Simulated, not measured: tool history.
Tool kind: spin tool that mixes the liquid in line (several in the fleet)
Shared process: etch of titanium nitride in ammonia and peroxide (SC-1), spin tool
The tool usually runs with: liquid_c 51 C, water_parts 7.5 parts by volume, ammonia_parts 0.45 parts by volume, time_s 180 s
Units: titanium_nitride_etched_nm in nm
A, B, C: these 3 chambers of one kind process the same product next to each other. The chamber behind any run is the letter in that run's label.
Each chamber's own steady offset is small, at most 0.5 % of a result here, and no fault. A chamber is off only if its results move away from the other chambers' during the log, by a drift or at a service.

run	day	liquid_c	water_parts	ammonia_parts	time_s	hours since the thermometer was replaced	hours since the ammonia flow meter was replaced	hours since the heated supply line was repaired	hours since the drum of ammonia solution was connected	read-back film thickness of the titanium nitride reference wafer, read on the same gauge (nm)	titanium_nitride_etched_nm
1B	0.238	51	7.5	0.45	180	779.8	298.5	1090.8	966.6	30.009	12.887
2C	0.508	51	7.5	0.45	180	1091.7	1110.5	1551.1	267.0	29.994	13.091
3A	0.808	51	7.5	0.45	180	910.5	401.2	423.8	915.9	30.018	13.016
4C	1.129	51	7.5	0.45	180	1106.6	1125.4	1566.0	281.9	29.976	12.948
5A	1.454	51	7.5	0.45	180	926.0	416.7	439.3	931.4	29.992	12.932
6B	1.692	51	5.0	0.35	180	814.7	333.4	1125.7	1001.5	30.000	15.280
# day 1.767: chamber A: new drum of ammonia solution connected
7A	2.017	51	5.0	0.35	180	939.5	430.2	452.8	6.0	30.020	14.985
8C	2.221	51	5.0	0.35	180	1132.8	1151.6	1592.2	308.1	30.004	15.237
9B	2.367	51	7.5	0.45	180	830.9	349.6	1141.9	1017.7	30.025	12.849
10A	2.512	51	7.5	0.45	180	951.4	442.1	464.7	17.9	29.984	12.798
11C	2.808	51	7.5	0.45	180	1146.9	1165.7	1606.3	322.2	30.001	13.027
12B	2.983	51	7.5	0.45	180	845.7	364.4	1156.7	1032.5	30.024	12.974
13A	3.283	51	7.5	0.45	180	969.9	460.6	483.2	36.4	30.020	12.759
14C	3.538	51	7.5	0.30	180	1164.4	1183.2	1623.8	339.7	30.012	12.120
15B	3.796	51	7.5	0.30	180	865.2	383.9	1176.2	1052.0	30.014	11.966
16A	3.983	51	7.5	0.30	180	986.7	477.4	500.0	53.2	30.027	11.609
17B	4.217	51	7.5	0.45	180	875.3	394.0	1186.3	1062.1	30.004	12.900
18C	4.504	51	7.5	0.45	180	1187.6	1206.4	1647.0	362.9	29.989	13.045
19B	4.775	51	7.5	0.45	180	888.7	407.4	1199.7	1075.5	29.983	12.953
20A	5.067	51	7.5	0.45	180	1012.7	503.4	526.0	79.2	30.022	12.264
21C	5.225	51	7.5	0.45	180	1204.9	1223.7	1664.3	380.2	30.014	13.030
22B	5.408	51	7.5	0.45	180	903.9	422.6	1214.9	1090.7	29.975	13.017
23C	5.667	51	7.5	0.45	180	1215.5	1234.3	1674.9	390.8	30.006	12.935

Next, all 3 chambers run the settings below, one line each with question marks for the results. What does each chamber give?
24A	5.900	51	7.5	0.65	180						?
24B	5.900	51	7.5	0.65	180						?
24C	5.900	51	7.5	0.65	180						?

run	titanium_nitride_etched_nm
24A	12.998
24B	13.729
24C	13.793

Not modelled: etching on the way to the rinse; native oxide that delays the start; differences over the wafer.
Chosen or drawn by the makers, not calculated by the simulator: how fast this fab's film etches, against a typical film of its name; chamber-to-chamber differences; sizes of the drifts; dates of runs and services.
